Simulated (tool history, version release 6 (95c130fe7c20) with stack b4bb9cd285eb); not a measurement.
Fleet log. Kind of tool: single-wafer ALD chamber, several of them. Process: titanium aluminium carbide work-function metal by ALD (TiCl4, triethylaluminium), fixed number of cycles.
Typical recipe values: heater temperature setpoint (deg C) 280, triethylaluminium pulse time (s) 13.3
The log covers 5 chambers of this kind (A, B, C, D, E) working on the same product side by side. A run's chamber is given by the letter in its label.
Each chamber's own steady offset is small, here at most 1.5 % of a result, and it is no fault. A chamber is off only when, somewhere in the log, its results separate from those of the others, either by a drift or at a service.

run,hour,heater temperature setpoint (deg C),triethylaluminium pulse time (s),hours since the last thermocouple change,hours since the last triethylaluminium bottle change,"read-back reference wafer on the same gauge, thickness_nm",mean film thickness on the monitor wafer (nm)
1E,8.3,280,13.3,884.4,553.6,1.5601,1.8638
2D,22.5,280,13.3,2435,867.7,1.5601,1.855
3C,35.2,280,13.3,1438.6,1013.9,1.5597,1.8557
4B,45.3,280,13.3,2846.5,1552.7,1.5623,1.8491
# hour 48.6: chamber C: triethylaluminium bottle replaced
5A,54.8,280,13.3,1599.8,430.9,1.5604,1.8609
6B,61.8,280,13.3,2863,1569.2,1.5605,1.844
7D,69.2,280,13.3,2481.7,914.4,1.5604,1.833
8A,76.1,280,13.3,1621.1,452.2,1.5601,1.8696
9E,86,280,13.3,962.1,631.3,1.561,1.8498
10C,95.6,280,13.3,1499,47,1.5593,1.8686
11A,105.3,280,13.3,1650.3,481.4,1.558,1.8589
12D,115.2,280,13.3,2527.7,960.4,1.5585,1.8332
# hour 118.5: chamber D: triethylaluminium bottle replaced
13B,123.1,280,13.3,2924.3,1630.5,1.5597,1.8495
14C,138.2,280,13.3,1541.6,89.6,1.561,1.855
15E,149,280,13.3,1025.1,694.3,1.5584,1.8678
# hour 149.4: chamber D: thermocouple changed; heater temperature recalibrated
# hour 149.5: chamber B: thermocouple changed; heater temperature recalibrated
16A,163.8,280,13.3,1708.8,539.9,1.5587,1.863
17D,178.2,280,13.3,28.8,59.8,1.5595,1.8325
18B,192.3,280,13.3,42.9,1699.7,1.56,1.8033
19E,203.5,280,13.3,1079.6,748.8,1.5595,1.8489
20C,213.8,280,13.3,1617.2,165.2,1.5584,1.8377
21B,227.9,287,11.16,78.5,1735.3,1.5601,1.8295
22E,235.7,287,11.16,1111.8,781,1.5618,1.8902
23C,243.8,287,11.16,1647.2,195.2,1.5593,1.8831
24A,253.6,287,11.16,1798.6,629.7,1.5595,1.8843
25D,261.9,287,11.16,112.5,143.5,1.5591,1.877
26A,273.7,280,13.3,1818.7,649.8,1.5579,1.8669
27C,287.3,280,13.3,1690.7,238.7,1.5599,1.8557
# hour 297.9: chamber B: triethylaluminium bottle replaced
28D,301.7,280,13.3,152.3,183.3,1.5587,1.8409
# hour 310.5: chamber E: triethylaluminium bottle replaced
29B,313,280,13.3,163.6,15.1,1.5592,1.8028
30E,324.7,280,13.3,1200.8,14.2,1.5594,1.8595
31C,335.2,280,13.3,1738.6,286.6,1.56,1.8526

Does one chamber stand apart from the rest, does the shared gauge drift, or is all well apart from small per-chamber offsets? Give the chamber and the most likely cause, where there is one.

The work done on chamber B during a service left it standing apart from the others.
Likeliest cause: wafer temperature below the value expected at the setpoint (K) = 5.81.

Here are 4 candidates for chamber B's next run, each the usual settings with a change, their results left as question marks. Which one brings its results back in line with what the others give on the usual settings?
Counts as in line when no further than this from what the other chambers average on the usual settings: mean film thickness on the monitor wafer (nm) 0.031
32B-1,346.1,267,13.3,,,,?
32B-2,346.1,293,13.3,,,,?
32B-3,346.1,274,12.7,,,,?
32B-4,346.1,286,13.9,,,,?

The other chambers' mean on the usual settings: mean film thickness on the monitor wafer (nm) 1.8557
run,mean film thickness on the monitor wafer (nm)
32B-1,1.6881
32B-2,1.9145
32B-3,1.7442
32B-4,1.8565
32B-4 puts the chamber back in line with the other chambers.

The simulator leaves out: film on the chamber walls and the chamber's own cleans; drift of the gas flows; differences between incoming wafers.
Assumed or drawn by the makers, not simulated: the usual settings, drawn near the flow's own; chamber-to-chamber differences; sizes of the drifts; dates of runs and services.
